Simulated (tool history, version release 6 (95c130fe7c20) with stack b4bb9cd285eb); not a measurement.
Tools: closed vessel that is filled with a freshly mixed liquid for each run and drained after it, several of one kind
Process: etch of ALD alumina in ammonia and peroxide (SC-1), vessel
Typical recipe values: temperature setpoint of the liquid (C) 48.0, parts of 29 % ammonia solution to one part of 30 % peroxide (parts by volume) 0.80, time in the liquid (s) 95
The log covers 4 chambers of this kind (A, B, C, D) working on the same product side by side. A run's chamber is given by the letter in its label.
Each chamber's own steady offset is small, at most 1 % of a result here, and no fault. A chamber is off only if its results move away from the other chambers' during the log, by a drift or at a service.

run    day  temperature setpoint of the liquid (C)  parts of 29 % ammonia solution to one part of 30 % peroxide (parts by volume)  time in the liquid (s)  hours since the thermometer was replaced  hours since the ammonia flow meter was replaced  hours since the drum of ammonia solution was connected  read-back film thickness of the ALD alumina reference wafer, read on the same gauge (nm)  thickness taken off the ALD alumina on a monitor wafer (Å)
 1B  0.154                                    48.0                                                                           0.80                      95                                     737.2                                            580.6                                                    32.5                                                                                    130.00                                                      74.198
 2A  0.279                                    48.0                                                                           0.80                      95                                     290.1                                            977.3                                                   108.0                                                                                    130.03                                                      74.370
 3D  0.442                                    48.0                                                                           0.80                      95                                    1128.3                                           1043.8                                                   231.8                                                                                    129.97                                                      74.098
 4C  0.675                                    48.0                                                                           0.80                      95                                     669.3                                           1286.9                                                    65.1                                                                                    130.02                                                      73.854
 5B  0.796                                    48.0                                                                           0.80                      95                                     752.6                                            596.0                                                    47.9                                                                                    129.99                                                      73.623
 6A  0.992                                    48.0                                                                           0.80                      95                                     307.2                                            994.4                                                   125.1                                                                                    129.96                                                      75.013
 7C  1.133                                    48.0                                                                           0.80                      95                                     680.3                                           1297.9                                                    76.1                                                                                    130.02                                                      74.399
 8D  1.367                                    48.0                                                                           0.80                      95                                    1150.5                                           1066.0                                                   254.0                                                                                    129.99                                                      74.074
 9A  1.542                                    48.0                                                                           0.80                      95                                     320.4                                           1007.6                                                   138.3                                                                                    129.96                                                      74.396
     1.646  -- chamber B: thermometer replaced
10B  1.771                                    48.0                                                                           0.80                     130                                       3.0                                            619.4                                                    71.3                                                                                    129.94                                                     101.410
11C  1.929                                    48.0                                                                           0.80                     130                                     699.4                                           1317.0                                                    95.2                                                                                    130.01                                                     101.230
12D  2.142                                    48.0                                                                           0.80                     130                                    1169.1                                           1084.6                                                   272.6                                                                                    129.99                                                     101.700
13A  2.258                                    48.0                                                                           0.80                     130                                     337.6                                           1024.8                                                   155.5                                                                                    130.02                                                     100.560
14C  2.388                                    48.0                                                                           0.80                      95                                     710.4                                           1328.0                                                   106.2                                                                                    129.96                                                      73.921
15B  2.625                                    48.0                                                                           0.80                      95                                      23.5                                            639.9                                                    91.8                                                                                    129.95                                                      75.795
16D  2.771                                    48.0                                                                           0.80                      95                                    1184.2                                           1099.7                                                   287.7                                                                                    129.99                                                      73.704
17D  2.996                                    48.0                                                                           0.80                      95                                    1189.6                                           1105.1                                                   293.1                                                                                    130.01                                                      73.511
18C  3.129                                    48.0                                                                           0.80                      95                                     728.2                                           1345.8                                                   124.0                                                                                    129.98                                                      74.446
19A  3.258                                    48.0                                                                           0.45                     135                                     361.6                                           1048.8                                                   179.5                                                                                    129.98                                                      96.691
20B  3.425                                    48.0                                                                           0.45                     135                                      42.7                                            659.1                                                   111.0                                                                                    130.02                                                     100.420
21C  3.588                                    48.0                                                                           0.45                     135                                     739.2                                           1356.8                                                   135.0                                                                                    129.99                                                      98.790
22A  3.829                                    48.0                                                                           0.45                     135                                     375.3                                           1062.5                                                   193.2                                                                                    130.01                                                      96.836
23D  4.021                                    48.0                                                                           0.80                      95                                    1214.2                                           1129.7                                                   317.7                                                                                    130.02                                                      73.408
24B  4.212                                    48.0                                                                           0.80                      95                                      61.6                                            678.0                                                   129.9                                                                                    130.00                                                      74.358
25D  4.446                                    48.0                                                                           0.80                      95                                    1224.4                                           1139.9                                                   327.9                                                                                    130.05                                                      74.926
26B  4.592                                    48.0                                                                           0.80                      95                                      70.7                                            687.1                                                   139.0                                                                                    129.97                                                      74.133
27A  4.721                                    48.0                                                                           0.80                      95                                     396.7                                           1083.9                                                   214.6                                                                                    129.98                                                      70.374
     4.796  -- chamber A: new drum of ammonia solution connected
28C  4.833                                    48.0                                                                           0.80                      95                                     769.1                                           1386.7                                                   164.9                                                                                    129.96                                                      74.955
29B  4.938                                    48.0                                                                           0.80                      95                                      79.0                                            695.4                                                   147.3                                                                                    130.00                                                      75.200
30C  5.054                                    48.0                                                                           0.80                      95                                     774.4                                           1392.0                                                   170.2                                                                                    129.98                                                      74.697
31D  5.292                                    48.0                                                                           0.80                      95                                    1244.7                                           1160.2                                                   348.2                                                                                    129.94                                                      74.641
32A  5.475                                    48.0                                                                           0.80                      95                                     414.8                                           1102.0                                                    16.3                                                                                    129.98                                                      70.297
33C  5.596                                    48.0                                                                           0.80                      95                                     787.4                                           1405.0                                                   183.2                                                                                    130.02                                                      74.752
     5.750  -- chamber C: thermometer replaced
34A  5.800                                    48.0                                                                           0.80                      75                                     422.6                                           1109.8                                                    24.1                                                                                    129.98                                                      55.549
35D  5.996                                    48.0                                                                           0.80                      75                                    1261.6                                           1177.1                                                   365.1                                                                                    129.98                                                      58.181
36B  6.162                                    48.0                                                                           0.80                      75                                     108.4                                            724.8                                                   176.7                                                                                    130.02                                                      58.902
37B  6.296                                    48.0                                                                           0.80                      75                                     111.6                                            728.0                                                   179.9                                                                                    129.93                                                      58.677
38D  6.521                                    48.0                                                                           0.80                      50                                    1274.2                                           1189.7                                                   377.7                                                                                    130.02                                                      38.034
39C  6.675                                    48.0                                                                           0.80                      50                                      22.3                                           1430.9                                                   209.1                                                                                    130.00                                                      39.974
40A  6.850                                    48.0                                                                           0.80                      50                                     447.8                                           1135.0                                                    49.3                                                                                    129.99                                                      35.761
41C  7.079                                    48.0                                                                           0.80                      50                                      32.0                                           1440.6                                                   218.8                                                                                    130.00                                                      39.056
42D  7.212                                    48.0                                                                           0.80                      95                                    1290.8                                           1206.3                                                   394.3                                                                                    129.98                                                      73.290
43A  7.321                                    48.0                                                                           1.10                      95                                     459.1                                           1146.3                                                    60.6                                                                                    130.07                                                      69.282
44B  7.517                                    48.0                                                                           1.10                      95                                     140.9                                            757.3                                                   209.2                                                                                    129.97                                                      76.873

For the next run the whole fleet of 4 chambers uses the same settings. Give each chamber's results:
45A  7.688                                    41.5                                                                           0.80                      95                                                                                                                                                                                                                                                                                                        ?
45B  7.688                                    41.5                                                                           0.80                      95                                                                                                                                                                                                                                                                                                        ?
45C  7.688                                    41.5                                                                           0.80                      95                                                                                                                                                                                                                                                                                                        ?
45D  7.688                                    41.5                                                                           0.80                      95                                                                                                                                                                                                                                                                                                        ?

run  thickness taken off the ALD alumina on a monitor wafer (Å)
45A                                                      46.654
45B                                                      52.201
45C                                                      51.311
45D                                                      50.707
